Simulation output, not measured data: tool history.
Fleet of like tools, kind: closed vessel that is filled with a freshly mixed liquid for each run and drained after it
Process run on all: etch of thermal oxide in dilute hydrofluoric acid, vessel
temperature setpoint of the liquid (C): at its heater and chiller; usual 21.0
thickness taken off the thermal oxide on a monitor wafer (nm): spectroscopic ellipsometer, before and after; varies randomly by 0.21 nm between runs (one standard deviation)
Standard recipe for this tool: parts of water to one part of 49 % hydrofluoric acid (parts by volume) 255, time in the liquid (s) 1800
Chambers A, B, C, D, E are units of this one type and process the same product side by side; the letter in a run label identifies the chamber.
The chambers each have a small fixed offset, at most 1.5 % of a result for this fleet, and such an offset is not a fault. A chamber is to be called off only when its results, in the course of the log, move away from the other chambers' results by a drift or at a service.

| run | hour | temperature setpoint of the liquid (C) | parts of water to one part of 49 % hydrofluoric acid (parts by volume) | time in the liquid (s) | read-back film thickness of the thermal oxide reference wafer, read on the same gauge (nm) | thickness taken off the thermal oxide on a monitor wafer (nm) |
|---|---|---|---|---|---|---|
| 1B | 4.2 | 21.0 | 255 | 1800 | 130.00 | 24.315 |
| 2C | 11.5 | 21.0 | 255 | 1800 | 129.97 | 24.748 |
| 3D | 17.2 | 21.0 | 255 | 1800 | 130.05 | 24.128 |
| 4A | 22.0 | 21.0 | 255 | 1800 | 130.02 | 24.655 |
| 5E | 25.8 | 21.0 | 255 | 1800 | 130.01 | 24.712 |
| 6D | 29.9 | 21.0 | 255 | 1800 | 129.98 | 24.875 |
| 7B | 37.2 | 21.0 | 255 | 1800 | 130.02 | 24.249 |
| 8A | 43.5 | 21.0 | 255 | 1800 | 129.96 | 24.511 |
| 9E | 51.5 | 21.0 | 255 | 1800 | 130.00 | 24.876 |
| 10C | 58.5 | 21.0 | 255 | 1800 | 129.98 | 24.828 |
| 11C | 64.8 | 21.0 | 255 | 1800 | 130.01 | 24.674 |
| 12E | 69.6 | 18.5 | 330 | 1800 | 130.00 | 16.442 |
| 13D | 75.5 | 18.5 | 330 | 1800 | 130.00 | 16.011 |
| 14A | 82.0 | 18.5 | 330 | 1800 | 130.04 | 16.255 |
| 15B | 89.9 | 18.5 | 330 | 1800 | 129.99 | 15.961 |
| 16D | 97.7 | 18.5 | 330 | 1800 | 130.01 | 16.128 |
| 17C | 103.7 | 21.0 | 255 | 1800 | 129.96 | 24.959 |
| 18A | 112.0 | 21.0 | 255 | 1800 | 129.98 | 24.396 |
| 19E | 117.9 | 21.0 | 255 | 1800 | 129.99 | 24.540 |
| 20B | 122.1 | 21.0 | 255 | 1800 | 130.01 | 24.088 |
| 21E | 127.0 | 21.0 | 255 | 1800 | 129.97 | 24.834 |
| 22A | 132.0 | 21.0 | 255 | 1800 | 130.01 | 24.858 |
| 23B | 138.5 | 21.0 | 255 | 1800 | 129.99 | 24.638 |
| 24D | 143.1 | 21.0 | 255 | 1800 | 129.97 | 24.875 |
| 25C | 150.5 | 21.0 | 255 | 1800 | 130.00 | 25.198 |
|  | 156.5 | chamber A: hydrofluoric acid flow meter replaced |
| 26D | 157.3 | 26.0 | 155 | 1800 | 129.99 | 54.315 |
| 27E | 165.4 | 26.0 | 155 | 1800 | 130.00 | 55.014 |
| 28A | 171.1 | 26.0 | 155 | 1800 | 129.98 | 54.180 |
| 29C | 178.8 | 26.0 | 155 | 1800 | 130.02 | 53.952 |
| 30B | 185.5 | 26.0 | 155 | 1800 | 130.03 | 53.212 |
| 31D | 190.0 | 21.0 | 255 | 1800 | 129.99 | 24.447 |
| 32B | 194.4 | 21.0 | 255 | 1800 | 130.03 | 24.242 |
| 33C | 199.9 | 21.0 | 255 | 1800 | 130.02 | 24.879 |
| 34A | 206.4 | 21.0 | 255 | 1195 | 130.03 | 16.197 |
| 35E | 211.2 | 21.0 | 255 | 1195 | 130.00 | 16.170 |

For the next run the whole fleet of 5 chambers uses the same settings. Give each chamber's results:
| 36A | 217.1 | 21.0 | 255 | 1800 |  | ? |
| 36B | 217.1 | 21.0 | 255 | 1800 |  | ? |
| 36C | 217.1 | 21.0 | 255 | 1800 |  | ? |
| 36D | 217.1 | 21.0 | 255 | 1800 |  | ? |
| 36E | 217.1 | 21.0 | 255 | 1800 |  | ? |

| run | thickness taken off the thermal oxide on a monitor wafer (nm) |
|---|---|
| 36A | 24.779 |
| 36B | 24.227 |
| 36C | 24.539 |
| 36D | 24.618 |
| 36E | 24.981 |

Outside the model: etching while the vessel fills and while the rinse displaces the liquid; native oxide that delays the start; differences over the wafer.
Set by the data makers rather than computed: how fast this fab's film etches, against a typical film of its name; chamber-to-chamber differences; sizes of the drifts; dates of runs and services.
